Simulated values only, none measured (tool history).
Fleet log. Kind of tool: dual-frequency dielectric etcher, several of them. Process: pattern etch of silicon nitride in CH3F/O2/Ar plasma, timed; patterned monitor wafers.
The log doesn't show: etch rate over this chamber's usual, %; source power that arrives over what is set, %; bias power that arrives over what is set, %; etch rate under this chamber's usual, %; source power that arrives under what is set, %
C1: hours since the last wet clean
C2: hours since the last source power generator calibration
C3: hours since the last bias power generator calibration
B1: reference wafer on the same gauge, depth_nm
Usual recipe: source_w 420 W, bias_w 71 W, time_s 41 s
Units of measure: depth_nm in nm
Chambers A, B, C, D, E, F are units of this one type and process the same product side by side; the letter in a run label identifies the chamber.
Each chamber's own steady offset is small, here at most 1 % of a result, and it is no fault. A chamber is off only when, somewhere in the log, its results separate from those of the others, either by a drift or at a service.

{"run": "1A", "hour": 9.6, "source_w": 420, "bias_w": 71, "time_s": 41, "C1": 131, "C2": 2630.6, "C3": 2269.2, "B1": 27.087, "depth_nm": 29.148}
{"run": "2E", "hour": 16.8, "source_w": 420, "bias_w": 71, "time_s": 41, "C1": 147.2, "C2": 1190.3, "C3": 363.6, "B1": 27.083, "depth_nm": 28.982}
{"run": "3F", "hour": 26.2, "source_w": 420, "bias_w": 71, "time_s": 41, "C1": 430.5, "C2": 386.2, "C3": 1910.7, "B1": 27.113, "depth_nm": 29.308}
{"run": "4B", "hour": 35.9, "source_w": 420, "bias_w": 71, "time_s": 41, "C1": 180.5, "C2": 2703.4, "C3": 645.9, "B1": 27.103, "depth_nm": 29.29}
{"run": "5D", "hour": 43.0, "source_w": 420, "bias_w": 71, "time_s": 41, "C1": 148.4, "C2": 1348, "C3": 1825, "B1": 27.093, "depth_nm": 29.183}
{"run": "6C", "hour": 52.8, "source_w": 420, "bias_w": 71, "time_s": 41, "C1": 179.2, "C2": 3716.3, "C3": 1752.8, "B1": 27.114, "depth_nm": 29.296}
{"run": "7E", "hour": 63.0, "source_w": 420, "bias_w": 71, "time_s": 41, "C1": 193.4, "C2": 1236.5, "C3": 409.8, "B1": 27.1, "depth_nm": 29.007}
{"run": "8F", "hour": 72.9, "source_w": 420, "bias_w": 71, "time_s": 41, "C1": 477.2, "C2": 432.9, "C3": 1957.4, "B1": 27.092, "depth_nm": 29.18}
{"run": "9B", "hour": 80.3, "source_w": 470, "bias_w": 71, "time_s": 41, "C1": 224.9, "C2": 2747.8, "C3": 690.3, "B1": 27.088, "depth_nm": 30.455}
{"run": "10D", "hour": 86.0, "source_w": 470, "bias_w": 71, "time_s": 41, "C1": 191.4, "C2": 1391, "C3": 1868, "B1": 27.109, "depth_nm": 30.4}
{"run": "11C", "hour": 94.5, "source_w": 470, "bias_w": 71, "time_s": 41, "C1": 220.9, "C2": 3758, "C3": 1794.5, "B1": 27.079, "depth_nm": 30.639}
{"run": "12A", "hour": 103.1, "source_w": 470, "bias_w": 71, "time_s": 41, "C1": 224.5, "C2": 2724.1, "C3": 2362.7, "B1": 27.099, "depth_nm": 30.487}
{"run": "13E", "hour": 114.4, "source_w": 470, "bias_w": 71, "time_s": 41, "C1": 244.8, "C2": 1287.9, "C3": 461.2, "B1": 27.111, "depth_nm": 30.328}
{"run": "14F", "hour": 122.2, "source_w": 470, "bias_w": 71, "time_s": 41, "C1": 526.5, "C2": 482.2, "C3": 2006.7, "B1": 27.103, "depth_nm": 30.43}
{"run": "15C", "hour": 132.3, "source_w": 420, "bias_w": 71, "time_s": 41, "C1": 258.7, "C2": 3795.8, "C3": 1832.3, "B1": 27.104, "depth_nm": 29.107}
{"run": "16D", "hour": 142.0, "source_w": 420, "bias_w": 71, "time_s": 41, "C1": 247.4, "C2": 1447, "C3": 1924, "B1": 27.085, "depth_nm": 29.227}
{"run": "17A", "hour": 152.4, "source_w": 420, "bias_w": 71, "time_s": 41, "C1": 273.8, "C2": 2773.4, "C3": 2412, "B1": 27.109, "depth_nm": 29.161}
{"run": "18B", "hour": 160.5, "source_w": 420, "bias_w": 71, "time_s": 41, "C1": 305.1, "C2": 2828, "C3": 770.5, "B1": 27.107, "depth_nm": 29.245}
{"run": "19C", "hour": 171.4, "source_w": 420, "bias_w": 71, "time_s": 41, "C1": 297.8, "C2": 3834.9, "C3": 1871.4, "B1": 27.091, "depth_nm": 29.332}
{"hour": 178.8, "done": "chamber F: wet clean of the chamber"}
{"run": "20A", "hour": 182.4, "source_w": 420, "bias_w": 71, "time_s": 41, "C1": 303.8, "C2": 2803.4, "C3": 2442, "B1": 27.102, "depth_nm": 29.427}
{"hour": 187.6, "done": "chamber E: wet clean of the chamber"}
{"run": "21B", "hour": 190.9, "source_w": 420, "bias_w": 71, "time_s": 41, "C1": 335.5, "C2": 2858.4, "C3": 800.9, "B1": 27.103, "depth_nm": 29.29}
{"run": "22D", "hour": 196.9, "source_w": 420, "bias_w": 71, "time_s": 41, "C1": 302.3, "C2": 1501.9, "C3": 1978.9, "B1": 27.105, "depth_nm": 29.277}
{"run": "23F", "hour": 203.2, "source_w": 420, "bias_w": 71, "time_s": 41, "C1": 24.5, "C2": 563.2, "C3": 2087.7, "B1": 27.106, "depth_nm": 29.266}
{"run": "24E", "hour": 209.8, "source_w": 420, "bias_w": 71, "time_s": 41, "C1": 22.2, "C2": 1383.3, "C3": 556.6, "B1": 27.119, "depth_nm": 28.702}
{"run": "25A", "hour": 216.4, "source_w": 420, "bias_w": 71, "time_s": 41, "C1": 337.8, "C2": 2837.4, "C3": 2476, "B1": 27.093, "depth_nm": 29.162}
{"run": "26B", "hour": 223.8, "source_w": 420, "bias_w": 71, "time_s": 41, "C1": 368.4, "C2": 2891.3, "C3": 833.8, "B1": 27.112, "depth_nm": 29.201}
{"run": "27F", "hour": 231.9, "source_w": 420, "bias_w": 71, "time_s": 41, "C1": 53.2, "C2": 591.9, "C3": 2116.4, "B1": 27.096, "depth_nm": 29.197}
{"run": "28D", "hour": 238.3, "source_w": 420, "bias_w": 71, "time_s": 36, "C1": 343.7, "C2": 1543.3, "C3": 2020.3, "B1": 27.109, "depth_nm": 25.708}
{"run": "29E", "hour": 249.0, "source_w": 420, "bias_w": 71, "time_s": 36, "C1": 61.4, "C2": 1422.5, "C3": 595.8, "B1": 27.118, "depth_nm": 25.249}
{"run": "30C", "hour": 254.5, "source_w": 420, "bias_w": 71, "time_s": 36, "C1": 380.9, "C2": 3918, "C3": 1954.5, "B1": 27.091, "depth_nm": 25.73}
{"run": "31D", "hour": 264.1, "source_w": 420, "bias_w": 71, "time_s": 36, "C1": 369.5, "C2": 1569.1, "C3": 2046.1, "B1": 27.101, "depth_nm": 25.724}
{"run": "32C", "hour": 270.0, "source_w": 420, "bias_w": 71, "time_s": 36, "C1": 396.4, "C2": 3933.5, "C3": 1970, "B1": 27.106, "depth_nm": 25.689}
{"run": "33E", "hour": 277.3, "source_w": 420, "bias_w": 71, "time_s": 36, "C1": 89.7, "C2": 1450.8, "C3": 624.1, "B1": 27.111, "depth_nm": 25.149}
{"hour": 281.3, "done": "chamber B: wet clean of the chamber"}
{"run": "34F", "hour": 287.8, "source_w": 420, "bias_w": 71, "time_s": 41, "C1": 109.1, "C2": 647.8, "C3": 2172.3, "B1": 27.105, "depth_nm": 29.267}
{"run": "35A", "hour": 297.6, "source_w": 420, "bias_w": 71, "time_s": 41, "C1": 419, "C2": 2918.6, "C3": 2557.2, "B1": 27.088, "depth_nm": 29.318}
{"run": "36B", "hour": 304.5, "source_w": 420, "bias_w": 71, "time_s": 41, "C1": 23.3, "C2": 2972, "C3": 914.5, "B1": 27.106, "depth_nm": 29.287}

Next, all 6 chambers run the settings below, one line each with question marks for the results. What does each chamber give?
{"run": "37A", "hour": 313.3, "source_w": 420, "bias_w": 71, "time_s": 41, "depth_nm": "?"}
{"run": "37B", "hour": 313.3, "source_w": 420, "bias_w": 71, "time_s": 41, "depth_nm": "?"}
{"run": "37C", "hour": 313.3, "source_w": 420, "bias_w": 71, "time_s": 41, "depth_nm": "?"}
{"run": "37D", "hour": 313.3, "source_w": 420, "bias_w": 71, "time_s": 41, "depth_nm": "?"}
{"run": "37E", "hour": 313.3, "source_w": 420, "bias_w": 71, "time_s": 41, "depth_nm": "?"}
{"run": "37F", "hour": 313.3, "source_w": 420, "bias_w": 71, "time_s": 41, "depth_nm": "?"}

run=37A depth_nm=29.153
run=37B depth_nm=29.275
run=37C depth_nm=29.091
run=37D depth_nm=29.217
run=37E depth_nm=28.738
run=37F depth_nm=29.138
